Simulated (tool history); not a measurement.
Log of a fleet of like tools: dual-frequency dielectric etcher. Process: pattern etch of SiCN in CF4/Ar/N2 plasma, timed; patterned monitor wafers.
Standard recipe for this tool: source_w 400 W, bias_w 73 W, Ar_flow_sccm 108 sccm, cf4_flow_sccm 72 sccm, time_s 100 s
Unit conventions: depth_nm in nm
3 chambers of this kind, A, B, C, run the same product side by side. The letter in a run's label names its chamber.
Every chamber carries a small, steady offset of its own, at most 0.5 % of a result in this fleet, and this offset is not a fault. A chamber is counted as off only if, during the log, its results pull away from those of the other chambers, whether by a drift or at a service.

run,hour,source_w,bias_w,Ar_flow_sccm,cf4_flow_sccm,time_s,hours since the last wet clean,hours since the last source power generator calibration,hours since the last bias power generator calibration,hours since the last Ar flow controller change,hours since the last CF4 flow controller change,"read-back reference wafer on the same gauge, depth_nm",depth_nm
1B,6.4,400,73,108,72,100,517.6,769.7,579.1,754.9,1949.7,65.003,77.474
2A,11.8,400,73,108,72,100,19.6,944.4,904.2,136.2,1314.9,64.956,77.105
3C,20.3,400,73,108,72,100,492.6,1186.8,972.6,224.8,2029.3,64.949,77.569
4C,29.2,400,73,108,72,100,501.5,1195.7,981.5,233.7,2038.2,64.979,77.457
5A,35.1,400,73,108,72,100,42.9,967.7,927.5,159.5,1338.2,64.952,76.783
6B,41.8,400,73,108,72,100,553,805.1,614.5,790.3,1985.1,64.899,77.335
7A,46.2,400,73,108,72,100,54,978.8,938.6,170.6,1349.3,64.927,76.97
8C,52.5,400,73,108,72,100,524.8,1219,1004.8,257,2061.5,64.935,77.423
9B,58.2,400,73,108,72,112.5,569.4,821.5,630.9,806.7,2001.5,64.915,86.915
10C,65.5,400,73,108,72,112.5,537.8,1232,1017.8,270,2074.5,64.891,87.053
# hour 71.3: chamber B: wet clean of the chamber
11B,73.2,400,73,108,72,112.5,2,836.5,645.9,821.7,2016.5,64.911,86.934
12A,78.5,400,73,108,72,100,86.3,1011.1,970.9,202.9,1381.6,64.896,76.731
13A,85.8,400,73,87,72,85,93.6,1018.4,978.2,210.2,1388.9,64.854,67.616
14B,92,400,73,87,72,85,20.8,855.3,664.7,840.5,2035.3,64.839,67.781
15C,96.8,400,73,87,72,85,569.1,1263.3,1049.1,301.3,2105.8,64.85,68.042
16A,104.9,400,73,87,72,100,112.7,1037.5,997.3,229.3,1408,64.856,79.437
17B,113.5,400,73,87,72,100,42.3,876.8,686.2,862,2056.8,64.812,79.704
18C,121.1,400,73,87,72,100,593.4,1287.6,1073.4,325.6,2130.1,64.818,79.866
19B,128.9,400,73,108,72,100,57.7,892.2,701.6,877.4,2072.2,64.813,77.286
# hour 135.2: chamber C: wet clean of the chamber
20A,136,400,73,108,72,100,143.8,1068.6,1028.4,260.4,1439.1,64.806,76.977
21C,144.9,400,73,108,72,100,9.7,1311.4,1097.2,349.4,2153.9,64.791,77.441
22A,152.7,400,73,108,72,100,160.5,1085.3,1045.1,277.1,1455.8,64.771,76.87
23C,158.9,400,73,108,72,100,23.7,1325.4,1111.2,363.4,2167.9,64.739,77.353
24B,165.3,400,73,108,72,100,94.1,928.6,738,913.8,2108.6,64.722,77.016
25A,169.5,400,73,108,72,100,177.3,1102.1,1061.9,293.9,1472.6,64.725,76.765
26C,176.3,400,73,108,72,100,41.1,1342.8,1128.6,380.8,2185.3,64.715,77.345
27B,184.1,400,73,108,72,100,112.9,947.4,756.8,932.6,2127.4,64.713,77.156
28C,192.8,400,73,108,72,100,57.6,1359.3,1145.1,397.3,2201.8,64.692,77.197
29A,200.7,400,73,108,59,100,208.5,1133.3,1093.1,325.1,1503.8,64.701,74.371
30B,204.7,400,73,108,59,100,133.5,968,777.4,953.2,2148,64.69,74.789
# hour 205.8: chamber C: CF4 flow controller replaced
31B,209.3,400,73,108,59,100,138.1,972.6,782,957.8,2152.6,64.661,74.675
32A,217.5,400,73,108,72,100,225.3,1150.1,1109.9,341.9,1520.6,64.67,76.777
33C,225,400,73,108,72,100,89.8,1391.5,1177.3,429.5,19.3,64.661,77.051
34C,231.8,400,73,126,72,100,96.6,1398.3,1184.1,436.3,26.1,64.632,75.303
35B,237.1,400,73,126,72,100,165.9,1000.4,809.8,985.6,2180.4,64.638,75.314

The same settings go to every chamber for the next run, one line per chamber below. Forecast the results for each:
36A,243.5,400,90,108,72,100,,,,,,,?
36B,243.5,400,90,108,72,100,,,,,,,?
36C,243.5,400,90,108,72,100,,,,,,,?

run,depth_nm
36A,82.78
36B,82.87
36C,83.123
